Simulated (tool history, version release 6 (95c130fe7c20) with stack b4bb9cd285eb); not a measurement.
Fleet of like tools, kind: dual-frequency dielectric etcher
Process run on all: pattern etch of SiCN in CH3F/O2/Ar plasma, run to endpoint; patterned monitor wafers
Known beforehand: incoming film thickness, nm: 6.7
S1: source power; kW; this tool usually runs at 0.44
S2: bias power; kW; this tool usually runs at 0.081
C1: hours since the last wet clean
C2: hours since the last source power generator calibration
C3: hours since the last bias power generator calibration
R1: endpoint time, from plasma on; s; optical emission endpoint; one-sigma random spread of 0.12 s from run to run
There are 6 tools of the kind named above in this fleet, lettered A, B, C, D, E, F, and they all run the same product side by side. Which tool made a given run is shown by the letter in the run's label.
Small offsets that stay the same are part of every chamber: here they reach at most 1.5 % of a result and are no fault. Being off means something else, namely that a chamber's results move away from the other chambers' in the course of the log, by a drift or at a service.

run     day    S1     S2     C1      C2      C3      R1
 1E   0.529  0.44  0.081  343.4     987  1122.7  16.387
 2A   0.938  0.44  0.081  446.9  1385.1  1258.5  16.227
 3C   1.283  0.44  0.081    205  1926.6     714  16.576
      1.546  -- chamber A: wet clean of the chamber
 4D   1.592  0.44  0.081  525.4    1022  2418.3  16.719
 5F   2.062  0.44  0.081  365.7  1775.1  2370.4   16.53
 6B   2.588  0.44  0.081  282.9  1318.8  2613.2  16.412
 7D   2.912  0.44  0.081  557.1  1053.7    2450  16.428
 8E   3.308  0.35  0.073  410.1  1053.7  1189.4  18.546
      3.383  -- chamber D: wet clean of the chamber
      3.608  -- chamber E: wet clean of the chamber
 9B   3.633  0.35  0.073    308  1343.9  2638.3  18.761
10F   3.962  0.35  0.073  411.3  1820.7    2416  18.953
11A   4.346  0.35  0.073   67.3  1466.9  1340.3  18.808
12C   4.867  0.35  0.073    291  2012.6     800  19.119
13E   5.312  0.35  0.073     41  1101.8  1237.5  18.935
14B   5.621  0.44  0.081  355.7  1391.6    2686  16.496
15D   6.088  0.44  0.081     65  1129.9  2526.2  16.562
16C     6.4  0.44  0.081  327.8  2049.4   836.8  16.807
17F   6.662  0.44  0.081  476.1  1885.5  2480.8    16.7
18A   7.262  0.44  0.081  137.3  1536.9  1410.3  16.309
19F   7.854   0.4  0.096  504.7  1914.1  2509.4  16.003
20A   8.183   0.4  0.096  159.4    1559  1432.4  16.198
21D   8.646   0.4  0.096  126.4  1191.3  2587.6  16.208
      8.742  -- chamber F: wet clean of the chamber
      8.796  -- chamber C: wet clean of the chamber
22C   9.204   0.4  0.096    9.9  2116.7   904.1  16.096
23B   9.479   0.4  0.096  448.3  1484.2  2778.6   16.22
24E   9.854   0.4  0.096    150  1210.8  1346.5  16.084
25A  10.271  0.44  0.081  209.5  1609.1  1482.5  16.419
26F  10.608  0.44  0.081   44.9  1980.2  2575.5  16.333
27D  11.138  0.44  0.081  186.2  1251.1  2647.4  16.631
28E  11.479  0.44  0.081    189  1249.8  1385.5  16.609
29B  12.038  0.44  0.081  509.7  1545.6    2840   16.22
30C  12.575  0.44  0.081   90.8  2197.6     985  16.567
31E  13.146  0.44  0.081    229  1289.8  1425.5  16.439
32B  13.596  0.44  0.069  547.1    1583  2877.4  17.709
33F  14.121  0.44  0.069  129.2  2064.5  2659.8  17.513
34C  14.683  0.44  0.069  141.4  2248.2  1035.6  17.429
35D  15.138  0.44  0.069  282.2  1347.1  2743.4  17.648
36A  15.592  0.44  0.069  337.2  1736.8  1610.2  17.274
37A  16.054  0.44  0.069  348.3  1747.9  1621.3  17.476
38B  16.512  0.44  0.081  617.1    1653  2947.4  16.557
39C    16.8  0.44  0.081  192.2    2299  1086.4  16.752
40E  17.312  0.38  0.081    329  1389.8  1525.5  17.422
41D  17.712  0.38  0.081    344  1408.9  2805.2   17.71
42F  18.171  0.38  0.081  226.4  2161.7    2757  17.386

Read the log: is a single chamber off, either drifting away or since a service, is the gauge that measures every chamber drifting, or is nothing wrong beyond small per-chamber offsets? Name any odd chamber and what most likely caused it.

No chamber is off and the gauge is stable; the differences are just each chamber's small, constant offset.

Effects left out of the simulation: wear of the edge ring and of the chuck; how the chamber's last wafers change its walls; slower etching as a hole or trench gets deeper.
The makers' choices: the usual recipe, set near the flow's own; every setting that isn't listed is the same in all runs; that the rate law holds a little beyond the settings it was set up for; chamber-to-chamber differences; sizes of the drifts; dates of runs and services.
